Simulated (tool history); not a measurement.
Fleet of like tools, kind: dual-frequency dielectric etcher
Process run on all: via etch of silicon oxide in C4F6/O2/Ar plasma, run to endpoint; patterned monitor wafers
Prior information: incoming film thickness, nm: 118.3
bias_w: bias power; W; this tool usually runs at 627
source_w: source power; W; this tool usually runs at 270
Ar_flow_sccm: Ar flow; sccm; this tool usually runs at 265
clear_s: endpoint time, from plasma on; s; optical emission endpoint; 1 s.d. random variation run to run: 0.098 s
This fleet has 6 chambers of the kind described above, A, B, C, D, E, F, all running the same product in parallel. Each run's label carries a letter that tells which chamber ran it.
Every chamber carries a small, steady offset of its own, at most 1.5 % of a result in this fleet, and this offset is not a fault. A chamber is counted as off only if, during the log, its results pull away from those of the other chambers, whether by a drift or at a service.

run,hour,bias_w,source_w,Ar_flow_sccm,clear_s
1D,10.8,627,270,265,27.42
2C,17.5,627,270,265,27.095
3A,24.4,627,270,265,27.028
4F,33.9,627,270,265,27.075
# hour 43.3: chamber D: wet clean of the chamber
5B,44.6,627,270,265,27.339
6E,57.1,627,270,231,26.747
7E,67.4,627,270,231,26.819
8C,82.3,627,270,231,26.671
9A,93.5,627,270,231,26.748
10B,108.3,627,270,231,26.877
11D,117.6,627,270,231,27.093
12F,125.1,627,270,265,26.944
13B,134.7,685,270,265,26.321
14F,142.3,685,270,265,26.188
15A,152.4,685,270,265,26.204
16E,162.7,685,270,265,26.242
17C,177.9,685,270,265,26.264
# hour 178.7: chamber F: wet clean of the chamber
18D,190.8,685,270,265,26.578
# hour 194.5: chamber A: wet clean of the chamber
19A,206.1,627,340,219,24.347
20E,213.2,627,340,219,24.397
21B,220.7,627,340,219,23.97
# hour 230.5: chamber E: wet clean of the chamber
22F,235.5,627,340,219,24.478
23C,250.3,627,340,219,24.461
24D,264.1,627,340,219,24.736
25C,275.2,627,270,265,27.077
26B,282.4,627,270,265,26.567
27D,290.2,627,270,265,27.333
28E,298.6,627,270,265,27.175
29F,311.4,627,270,265,27.04
# hour 311.8: chamber E: Ar flow controller replaced
30A,321.1,627,270,265,26.913
31C,334.2,627,270,265,26.874
32F,346.7,627,270,265,27.022
33D,355.6,627,270,265,27.386
# hour 364.7: chamber A: source power generator calibrated
34A,367.8,627,270,265,26.952
35E,381.1,627,270,201,26.275
36B,394.8,627,270,201,25.146

Read the log: is a single chamber off, either drifting away or since a service, is the gauge that measures every chamber drifting, or is nothing wrong beyond small per-chamber offsets? Name any odd chamber and what most likely caused it.

It is chamber B that slowly wanders off from its peers.
Cause: etch rate over this chamber's usual, % = 5.

Which of the 4 candidates below, each the usual settings with something changed and its results left as question marks, puts chamber B back in line with what the other chambers give on the usual settings?
A result is in line if it is within this distance of the other chambers' mean on the usual settings: clear_s 0.34 s
37B-1,406,627,240,273,?
37B-2,406,697,270,265,?
37B-3,406,695,300,265,?
37B-4,406,627,220,278,?

What the other chambers average on the usual settings: clear_s 27.14 s
run,clear_s
37B-1,27.251
37B-2,24.965
37B-3,24.061
37B-4,28.179
37B-1 puts the chamber back in line with the other chambers.

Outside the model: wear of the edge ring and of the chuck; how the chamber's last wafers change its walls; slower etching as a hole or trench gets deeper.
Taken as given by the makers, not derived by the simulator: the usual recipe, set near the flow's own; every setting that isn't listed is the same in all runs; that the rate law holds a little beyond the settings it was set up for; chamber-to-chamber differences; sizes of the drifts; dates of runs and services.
